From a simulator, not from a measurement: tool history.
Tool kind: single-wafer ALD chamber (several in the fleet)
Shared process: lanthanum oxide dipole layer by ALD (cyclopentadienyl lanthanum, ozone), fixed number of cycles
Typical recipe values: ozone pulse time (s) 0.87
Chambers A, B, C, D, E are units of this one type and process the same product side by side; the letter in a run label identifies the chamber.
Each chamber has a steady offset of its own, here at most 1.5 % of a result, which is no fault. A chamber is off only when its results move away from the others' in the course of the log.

run,hour,ozone pulse time (s),hours since the last thermocouple change,hours since the last ozone generator service,"read-back reference wafer on the same gauge, thickness_nm",mean film thickness on the monitor wafer (angstrom)
1E,10,0.87,475.8,86.3,0.41521,4.8035
2C,21,0.87,1293.4,120.2,0.41502,4.7466
3D,26.7,0.87,104.8,585.9,0.41506,4.7108
4A,35.2,0.87,527.7,856.5,0.41477,4.7938
5B,46.5,1.06,1895.8,282.7,0.41525,5.0705
6A,59,1.06,551.5,880.3,0.41516,5.1174
7C,66,1.06,1338.4,165.2,0.41502,5.0618
8D,77.4,1.06,155.5,636.6,0.41531,5.0333
9B,88.7,1.06,1938,324.9,0.41527,5.0586
10E,99.9,1.12,565.7,176.2,0.41526,5.2065
11E,106.2,1.12,572,182.5,0.41502,5.192
12C,117.6,1.12,1390,216.8,0.41481,5.156
13B,127,1.12,1976.3,363.2,0.41469,5.1228
14A,135,1.12,627.5,956.3,0.41472,5.1741
# hour 143.9: chamber B: thermocouple changed; heater temperature recalibrated
15D,147.6,0.87,225.7,706.8,0.41499,4.6798
16A,160.4,0.87,652.9,981.7,0.41485,4.7869
17C,172.5,0.87,1444.9,271.7,0.41516,4.7429
18B,179.7,0.87,35.9,415.9,0.41501,4.7745
19D,189.2,0.87,267.3,748.4,0.41502,4.709
20E,195.7,0.87,661.5,272,0.41524,4.8097
21A,206.7,0.99,699.2,1028,0.4148,4.9787
22E,219.2,0.99,685,295.5,0.41515,5.027
23B,227,0.99,83.2,463.2,0.41494,4.9361
24C,233.6,0.99,1506,332.8,0.41506,5.0014
25D,243.3,0.99,321.4,802.5,0.41515,4.9215
26B,253.7,0.87,109.9,489.9,0.41482,4.7438
27C,260.2,0.87,1532.6,359.4,0.41477,4.7435
28D,270.6,0.87,348.7,829.8,0.41512,4.7334
29A,282.4,0.87,774.9,1103.7,0.41476,4.7014
30E,289,0.87,754.8,365.3,0.415,4.8054
31B,296,0.87,152.2,532.2,0.41494,4.7569
32E,304.9,0.87,770.7,381.2,0.41497,4.7993

Has any chamber moved away from the others, gradually or after a service, or does the common gauge drift, or do the chambers differ only by their own small steady offsets? State the chamber and the most likely cause if one applies.

One chamber, A, drifts off from the rest bit by bit.
Cause: ozone dose below that of a generator just serviced (%) = 7.47.

Here are 4 candidates for chamber A's next run, each the usual settings with a change, their results left as question marks. Which one brings its results back in line with what the others give on the usual settings?
To be in line, a result may differ from the other chambers' mean on the usual settings by at most: mean film thickness on the monitor wafer (angstrom) 0.054
33A-1,314.1,0.78,,,,?
33A-2,314.1,0.82,,,,?
33A-3,314.1,0.92,,,,?
33A-4,314.1,0.98,,,,?

Other chambers, usual settings, mean: mean film thickness on the monitor wafer (angstrom) 4.7576
run,mean film thickness on the monitor wafer (angstrom)
33A-1,4.4322
33A-2,4.5308
33A-3,4.7474
33A-4,4.8593
The answer is 33A-3, which returns the chamber to within the allowed miss of the others.

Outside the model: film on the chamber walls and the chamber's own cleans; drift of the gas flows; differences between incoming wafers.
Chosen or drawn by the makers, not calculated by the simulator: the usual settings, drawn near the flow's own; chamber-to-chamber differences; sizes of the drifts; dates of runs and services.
